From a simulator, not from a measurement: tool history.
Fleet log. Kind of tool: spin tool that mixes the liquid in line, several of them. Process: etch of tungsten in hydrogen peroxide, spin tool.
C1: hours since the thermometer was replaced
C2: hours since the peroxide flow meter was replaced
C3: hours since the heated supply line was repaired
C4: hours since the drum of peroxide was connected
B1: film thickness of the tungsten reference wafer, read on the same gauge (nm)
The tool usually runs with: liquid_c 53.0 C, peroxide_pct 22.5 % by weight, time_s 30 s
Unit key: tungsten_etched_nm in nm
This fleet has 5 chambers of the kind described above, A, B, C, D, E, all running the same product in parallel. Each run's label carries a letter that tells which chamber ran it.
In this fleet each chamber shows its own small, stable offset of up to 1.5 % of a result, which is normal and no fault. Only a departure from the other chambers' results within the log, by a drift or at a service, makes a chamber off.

run 1A hour=8.7 | liquid_c=53.0 peroxide_pct=22.5 time_s=30 | C1=1206.9 C2=290.8 C3=3658.1 C4=420.1 | B1=59.978 | tungsten_etched_nm=40.107
run 2B hour=18.5 | liquid_c=53.0 peroxide_pct=22.5 time_s=30 | C1=417.8 C2=397.8 C3=657.5 C4=274.5 | B1=60.008 | tungsten_etched_nm=40.208
run 3D hour=27.3 | liquid_c=53.0 peroxide_pct=22.5 time_s=30 | C1=639.3 C2=1192.8 C3=3239.6 C4=34.3 | B1=59.999 | tungsten_etched_nm=39.626
-- hour=29.5 chamber A: new drum of peroxide connected
run 4E hour=41.2 | liquid_c=53.0 peroxide_pct=22.5 time_s=30 | C1=1871.1 C2=394.8 C3=1268.0 C4=846.9 | B1=60.005 | tungsten_etched_nm=40.016
run 5C hour=50.5 | liquid_c=53.0 peroxide_pct=22.5 time_s=30 | C1=92.1 C2=320.2 C3=665.5 C4=285.1 | B1=60.002 | tungsten_etched_nm=40.089
-- hour=52.6 chamber A: heated supply line repaired
run 6D hour=66.0 | liquid_c=53.0 peroxide_pct=15.5 time_s=30 | C1=678.0 C2=1231.5 C3=3278.3 C4=73.0 | B1=59.929 | tungsten_etched_nm=32.931
run 7A hour=79.0 | liquid_c=53.0 peroxide_pct=15.5 time_s=30 | C1=1277.2 C2=361.1 C3=26.4 C4=49.5 | B1=60.000 | tungsten_etched_nm=33.328
-- hour=85.9 chamber B: new drum of peroxide connected
run 8C hour=94.1 | liquid_c=53.0 peroxide_pct=15.5 time_s=30 | C1=135.7 C2=363.8 C3=709.1 C4=328.7 | B1=60.016 | tungsten_etched_nm=33.259
run 9E hour=109.4 | liquid_c=53.0 peroxide_pct=15.5 time_s=30 | C1=1939.3 C2=463.0 C3=1336.2 C4=915.1 | B1=60.019 | tungsten_etched_nm=32.776
run 10B hour=123.7 | liquid_c=53.0 peroxide_pct=15.5 time_s=30 | C1=523.0 C2=503.0 C3=762.7 C4=37.9 | B1=59.987 | tungsten_etched_nm=33.023
run 11A hour=133.4 | liquid_c=53.0 peroxide_pct=22.5 time_s=30 | C1=1331.6 C2=415.5 C3=80.8 C4=103.9 | B1=60.008 | tungsten_etched_nm=40.173
run 12B hour=148.2 | liquid_c=53.0 peroxide_pct=22.5 time_s=30 | C1=547.5 C2=527.5 C3=787.2 C4=62.4 | B1=60.002 | tungsten_etched_nm=40.084
run 13D hour=161.2 | liquid_c=53.0 peroxide_pct=19.5 time_s=45 | C1=773.2 C2=1326.7 C3=3373.5 C4=168.2 | B1=59.974 | tungsten_etched_nm=55.455
-- hour=176.5 chamber D: heated supply line repaired
run 14E hour=176.6 | liquid_c=53.0 peroxide_pct=19.5 time_s=45 | C1=2006.5 C2=530.2 C3=1403.4 C4=982.3 | B1=60.025 | tungsten_etched_nm=55.346
run 15C hour=189.2 | liquid_c=53.0 peroxide_pct=19.5 time_s=45 | C1=230.8 C2=458.9 C3=804.2 C4=423.8 | B1=60.007 | tungsten_etched_nm=55.581
run 16E hour=199.3 | liquid_c=53.0 peroxide_pct=19.5 time_s=45 | C1=2029.2 C2=552.9 C3=1426.1 C4=1005.0 | B1=60.042 | tungsten_etched_nm=55.791
run 17A hour=208.6 | liquid_c=53.0 peroxide_pct=19.5 time_s=45 | C1=1406.8 C2=490.7 C3=156.0 C4=179.1 | B1=60.005 | tungsten_etched_nm=56.313
run 18D hour=217.5 | liquid_c=53.0 peroxide_pct=22.5 time_s=30 | C1=829.5 C2=1383.0 C3=41.1 C4=224.5 | B1=59.952 | tungsten_etched_nm=39.894
run 19C hour=224.6 | liquid_c=53.0 peroxide_pct=22.5 time_s=30 | C1=266.2 C2=494.3 C3=839.6 C4=459.2 | B1=60.011 | tungsten_etched_nm=39.808
run 20B hour=239.7 | liquid_c=53.0 peroxide_pct=22.5 time_s=30 | C1=639.0 C2=619.0 C3=878.7 C4=153.9 | B1=60.002 | tungsten_etched_nm=40.125
run 21D hour=250.7 | liquid_c=53.0 peroxide_pct=22.5 time_s=30 | C1=862.7 C2=1416.2 C3=74.3 C4=257.7 | B1=59.973 | tungsten_etched_nm=39.620
run 22B hour=263.9 | liquid_c=53.0 peroxide_pct=22.5 time_s=30 | C1=663.2 C2=643.2 C3=902.9 C4=178.1 | B1=59.993 | tungsten_etched_nm=40.015
run 23C hour=276.9 | liquid_c=61.0 peroxide_pct=22.5 time_s=30 | C1=318.5 C2=546.6 C3=891.9 C4=511.5 | B1=60.024 | tungsten_etched_nm=63.068
run 24A hour=289.7 | liquid_c=61.0 peroxide_pct=22.5 time_s=30 | C1=1487.9 C2=571.8 C3=237.1 C4=260.2 | B1=60.023 | tungsten_etched_nm=64.162
run 25E hour=298.0 | liquid_c=61.0 peroxide_pct=22.5 time_s=30 | C1=2127.9 C2=651.6 C3=1524.8 C4=1103.7 | B1=59.951 | tungsten_etched_nm=63.615
run 26A hour=307.0 | liquid_c=61.0 peroxide_pct=22.5 time_s=30 | C1=1505.2 C2=589.1 C3=254.4 C4=277.5 | B1=60.076 | tungsten_etched_nm=63.767
run 27E hour=314.7 | liquid_c=61.0 peroxide_pct=22.5 time_s=30 | C1=2144.6 C2=668.3 C3=1541.5 C4=1120.4 | B1=59.945 | tungsten_etched_nm=63.883
run 28B hour=325.5 | liquid_c=53.0 peroxide_pct=22.5 time_s=30 | C1=724.8 C2=704.8 C3=964.5 C4=239.7 | B1=59.979 | tungsten_etched_nm=40.160
-- hour=333.1 chamber E: heated supply line repaired
run 29D hour=340.9 | liquid_c=53.0 peroxide_pct=22.5 time_s=30 | C1=952.9 C2=1506.4 C3=164.5 C4=347.9 | B1=59.936 | tungsten_etched_nm=39.743
run 30C hour=351.7 | liquid_c=53.0 peroxide_pct=22.5 time_s=30 | C1=393.3 C2=621.4 C3=966.7 C4=586.3 | B1=59.982 | tungsten_etched_nm=38.888
run 31E hour=360.0 | liquid_c=53.0 peroxide_pct=22.5 time_s=30 | C1=2189.9 C2=713.6 C3=27.0 C4=1165.7 | B1=59.990 | tungsten_etched_nm=39.876
-- hour=361.2 chamber B: peroxide flow meter replaced
run 32A hour=369.7 | liquid_c=53.0 peroxide_pct=22.5 time_s=30 | C1=1567.9 C2=651.8 C3=317.1 C4=340.2 | B1=60.024 | tungsten_etched_nm=40.314
run 33C hour=384.6 | liquid_c=45.5 peroxide_pct=26.5 time_s=30 | C1=426.2 C2=654.3 C3=999.6 C4=619.2 | B1=59.992 | tungsten_etched_nm=26.323
-- hour=387.8 chamber A: thermometer replaced
run 34B hour=396.4 | liquid_c=45.5 peroxide_pct=26.5 time_s=30 | C1=795.7 C2=35.2 C3=1035.4 C4=310.6 | B1=60.002 | tungsten_etched_nm=27.517
run 35D hour=403.3 | liquid_c=45.5 peroxide_pct=26.5 time_s=30 | C1=1015.3 C2=1568.8 C3=226.9 C4=410.3 | B1=59.980 | tungsten_etched_nm=27.423
run 36C hour=410.2 | liquid_c=45.5 peroxide_pct=26.5 time_s=30 | C1=451.8 C2=679.9 C3=1025.2 C4=644.8 | B1=60.003 | tungsten_etched_nm=26.405
run 37A hour=423.0 | liquid_c=45.5 peroxide_pct=26.5 time_s=30 | C1=35.2 C2=705.1 C3=370.4 C4=393.5 | B1=60.042 | tungsten_etched_nm=27.832
-- hour=428.0 chamber B: new drum of peroxide connected
run 38B hour=429.9 | liquid_c=53.0 peroxide_pct=22.5 time_s=30 | C1=829.2 C2=68.7 C3=1068.9 C4=1.9 | B1=59.941 | tungsten_etched_nm=40.272

Predict what each chamber gives when all 5 of them run the settings below next.
run 39A hour=441.2 | liquid_c=53.0 peroxide_pct=22.5 time_s=35 | tungsten_etched_nm=?
run 39B hour=441.2 | liquid_c=53.0 peroxide_pct=22.5 time_s=35 | tungsten_etched_nm=?
run 39C hour=441.2 | liquid_c=53.0 peroxide_pct=22.5 time_s=35 | tungsten_etched_nm=?
run 39D hour=441.2 | liquid_c=53.0 peroxide_pct=22.5 time_s=35 | tungsten_etched_nm=?
run 39E hour=441.2 | liquid_c=53.0 peroxide_pct=22.5 time_s=35 | tungsten_etched_nm=?

run=39A tungsten_etched_nm=47.137
run=39B tungsten_etched_nm=47.152
run=39C tungsten_etched_nm=45.218
run=39D tungsten_etched_nm=46.457
run=39E tungsten_etched_nm=46.600

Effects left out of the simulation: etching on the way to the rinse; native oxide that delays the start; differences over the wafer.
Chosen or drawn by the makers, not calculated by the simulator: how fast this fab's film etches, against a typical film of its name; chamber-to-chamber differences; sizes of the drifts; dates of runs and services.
